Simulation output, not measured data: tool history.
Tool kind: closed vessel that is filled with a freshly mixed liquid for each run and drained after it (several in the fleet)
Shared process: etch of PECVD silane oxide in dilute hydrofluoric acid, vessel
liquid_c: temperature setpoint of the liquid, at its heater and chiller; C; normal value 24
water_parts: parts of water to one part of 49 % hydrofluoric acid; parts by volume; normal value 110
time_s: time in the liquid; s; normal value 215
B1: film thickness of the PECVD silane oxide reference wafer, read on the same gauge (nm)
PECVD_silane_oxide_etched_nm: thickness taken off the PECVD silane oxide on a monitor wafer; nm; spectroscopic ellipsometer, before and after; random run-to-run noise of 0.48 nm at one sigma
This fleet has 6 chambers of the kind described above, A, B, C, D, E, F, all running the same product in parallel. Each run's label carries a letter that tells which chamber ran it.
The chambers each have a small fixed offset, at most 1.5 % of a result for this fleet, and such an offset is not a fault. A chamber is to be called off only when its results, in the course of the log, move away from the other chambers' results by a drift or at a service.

{"run": "1B", "hour": 12.1, "liquid_c": 24, "water_parts": 110, "time_s": 215, "B1": 140.02, "PECVD_silane_oxide_etched_nm": 56.117}
{"run": "2E", "hour": 22.0, "liquid_c": 24, "water_parts": 110, "time_s": 215, "B1": 139.97, "PECVD_silane_oxide_etched_nm": 56.412}
{"run": "3F", "hour": 30.1, "liquid_c": 24, "water_parts": 110, "time_s": 215, "B1": 140.01, "PECVD_silane_oxide_etched_nm": 57.248}
{"run": "4D", "hour": 41.6, "liquid_c": 24, "water_parts": 110, "time_s": 215, "B1": 139.98, "PECVD_silane_oxide_etched_nm": 56.784}
{"hour": 52.4, "done": "chamber F: hydrofluoric acid flow meter replaced"}
{"run": "5C", "hour": 54.3, "liquid_c": 24, "water_parts": 110, "time_s": 215, "B1": 139.99, "PECVD_silane_oxide_etched_nm": 57.508}
{"hour": 63.4, "done": "chamber B: hydrofluoric acid flow meter replaced"}
{"run": "6A", "hour": 66.0, "liquid_c": 24, "water_parts": 110, "time_s": 215, "B1": 140.01, "PECVD_silane_oxide_etched_nm": 57.978}
{"hour": 70.7, "done": "chamber D: thermometer replaced"}
{"run": "7F", "hour": 72.7, "liquid_c": 24, "water_parts": 110, "time_s": 215, "B1": 140, "PECVD_silane_oxide_etched_nm": 58.255}
{"run": "8C", "hour": 85.5, "liquid_c": 26.5, "water_parts": 110, "time_s": 325, "B1": 140.03, "PECVD_silane_oxide_etched_nm": 96.648}
{"run": "9A", "hour": 93.8, "liquid_c": 26.5, "water_parts": 110, "time_s": 325, "B1": 140, "PECVD_silane_oxide_etched_nm": 98.119}
{"run": "10B", "hour": 105.3, "liquid_c": 26.5, "water_parts": 110, "time_s": 325, "B1": 140.02, "PECVD_silane_oxide_etched_nm": 95.63}
{"hour": 117.5, "done": "chamber E: thermometer replaced"}
{"run": "11D", "hour": 117.5, "liquid_c": 26.5, "water_parts": 110, "time_s": 325, "B1": 140.04, "PECVD_silane_oxide_etched_nm": 95.781}
{"run": "12E", "hour": 126.5, "liquid_c": 26.5, "water_parts": 110, "time_s": 325, "B1": 140.03, "PECVD_silane_oxide_etched_nm": 94.989}
{"run": "13E", "hour": 133.3, "liquid_c": 26.5, "water_parts": 110, "time_s": 325, "B1": 139.99, "PECVD_silane_oxide_etched_nm": 94.143}
{"run": "14A", "hour": 139.3, "liquid_c": 24, "water_parts": 110, "time_s": 215, "B1": 140, "PECVD_silane_oxide_etched_nm": 57.131}
{"run": "15D", "hour": 147.3, "liquid_c": 24, "water_parts": 110, "time_s": 215, "B1": 139.98, "PECVD_silane_oxide_etched_nm": 57.849}
{"run": "16B", "hour": 153.5, "liquid_c": 24, "water_parts": 110, "time_s": 215, "B1": 140, "PECVD_silane_oxide_etched_nm": 57.625}
{"run": "17F", "hour": 159.5, "liquid_c": 24, "water_parts": 110, "time_s": 215, "B1": 140.02, "PECVD_silane_oxide_etched_nm": 57.433}
{"run": "18C", "hour": 172.4, "liquid_c": 25.5, "water_parts": 110, "time_s": 160, "B1": 140, "PECVD_silane_oxide_etched_nm": 45.754}
{"hour": 186.0, "done": "chamber E: hydrofluoric acid flow meter replaced"}
{"run": "19B", "hour": 186.2, "liquid_c": 25.5, "water_parts": 110, "time_s": 160, "B1": 139.99, "PECVD_silane_oxide_etched_nm": 44.681}
{"run": "20F", "hour": 198.0, "liquid_c": 25.5, "water_parts": 110, "time_s": 160, "B1": 139.98, "PECVD_silane_oxide_etched_nm": 45.935}
{"run": "21A", "hour": 205.0, "liquid_c": 25.5, "water_parts": 110, "time_s": 160, "B1": 139.97, "PECVD_silane_oxide_etched_nm": 44.594}
{"run": "22C", "hour": 214.1, "liquid_c": 25.5, "water_parts": 110, "time_s": 160, "B1": 140.02, "PECVD_silane_oxide_etched_nm": 45.208}
{"run": "23E", "hour": 221.9, "liquid_c": 25.5, "water_parts": 110, "time_s": 160, "B1": 139.99, "PECVD_silane_oxide_etched_nm": 45.484}
{"run": "24D", "hour": 233.9, "liquid_c": 24, "water_parts": 110, "time_s": 215, "B1": 140, "PECVD_silane_oxide_etched_nm": 57.379}
{"run": "25D", "hour": 246.6, "liquid_c": 24, "water_parts": 110, "time_s": 215, "B1": 139.98, "PECVD_silane_oxide_etched_nm": 57.462}
{"run": "26C", "hour": 258.0, "liquid_c": 24, "water_parts": 110, "time_s": 215, "B1": 140, "PECVD_silane_oxide_etched_nm": 56.801}
{"run": "27E", "hour": 268.0, "liquid_c": 24, "water_parts": 110, "time_s": 215, "B1": 140, "PECVD_silane_oxide_etched_nm": 57.884}
{"run": "28F", "hour": 278.9, "liquid_c": 24, "water_parts": 110, "time_s": 215, "B1": 139.99, "PECVD_silane_oxide_etched_nm": 58.059}
{"run": "29A", "hour": 291.7, "liquid_c": 24, "water_parts": 110, "time_s": 295, "B1": 140.01, "PECVD_silane_oxide_etched_nm": 77.204}
{"run": "30B", "hour": 304.4, "liquid_c": 24, "water_parts": 110, "time_s": 295, "B1": 139.99, "PECVD_silane_oxide_etched_nm": 77.799}
{"run": "31E", "hour": 311.1, "liquid_c": 24, "water_parts": 110, "time_s": 295, "B1": 140.01, "PECVD_silane_oxide_etched_nm": 78.422}
{"run": "32C", "hour": 318.7, "liquid_c": 24, "water_parts": 110, "time_s": 295, "B1": 139.99, "PECVD_silane_oxide_etched_nm": 79.026}
{"run": "33A", "hour": 325.4, "liquid_c": 24, "water_parts": 110, "time_s": 295, "B1": 139.97, "PECVD_silane_oxide_etched_nm": 74.884}
{"run": "34B", "hour": 332.1, "liquid_c": 24, "water_parts": 110, "time_s": 295, "B1": 139.98, "PECVD_silane_oxide_etched_nm": 78.937}
{"run": "35F", "hour": 340.6, "liquid_c": 24, "water_parts": 110, "time_s": 215, "B1": 139.98, "PECVD_silane_oxide_etched_nm": 57.405}
{"run": "36D", "hour": 349.6, "liquid_c": 24, "water_parts": 110, "time_s": 215, "B1": 140.02, "PECVD_silane_oxide_etched_nm": 57.208}
{"run": "37D", "hour": 361.9, "liquid_c": 24, "water_parts": 110, "time_s": 215, "B1": 139.99, "PECVD_silane_oxide_etched_nm": 57.282}
{"run": "38F", "hour": 375.4, "liquid_c": 24, "water_parts": 110, "time_s": 215, "B1": 139.98, "PECVD_silane_oxide_etched_nm": 57.895}
{"run": "39E", "hour": 387.0, "liquid_c": 21, "water_parts": 110, "time_s": 215, "B1": 139.98, "PECVD_silane_oxide_etched_nm": 50.737}

Is one chamber off against the others, does the gauge drift, or is nothing wrong? If a chamber is off, say which, and what the likeliest cause is.

Chamber A drifts away from the others.
What lies behind it: hydrofluoric acid flow below the setpoint (%) = 5.37.
With only this log, it may be confused with: liquid colder than its thermometer reads (K).

Below are 4 candidate recipes for chamber A's next run, each the usual settings with a change, their results shown as question marks. Which of them brings A's results back in line with what the other chambers give on the usual settings?
In line means no further than this from the other chambers' mean on the usual settings: PECVD_silane_oxide_etched_nm 1.7 nm
{"run": "40A-1", "hour": 396.9, "liquid_c": 24, "water_parts": 105, "time_s": 225, "PECVD_silane_oxide_etched_nm": "?"}
{"run": "40A-2", "hour": 396.9, "liquid_c": 24, "water_parts": 115, "time_s": 205, "PECVD_silane_oxide_etched_nm": "?"}
{"run": "40A-3", "hour": 396.9, "liquid_c": 25.5, "water_parts": 110, "time_s": 215, "PECVD_silane_oxide_etched_nm": "?"}
{"run": "40A-4", "hour": 396.9, "liquid_c": 24, "water_parts": 110, "time_s": 205, "PECVD_silane_oxide_etched_nm": "?"}

Usual-settings mean across the other chambers: PECVD_silane_oxide_etched_nm 57.317 nm
run=40A-1 PECVD_silane_oxide_etched_nm=59.994
run=40A-2 PECVD_silane_oxide_etched_nm=49.255
run=40A-3 PECVD_silane_oxide_etched_nm=57.67
run=40A-4 PECVD_silane_oxide_etched_nm=51.832
With 40A-3, the chamber falls back in line with the rest.
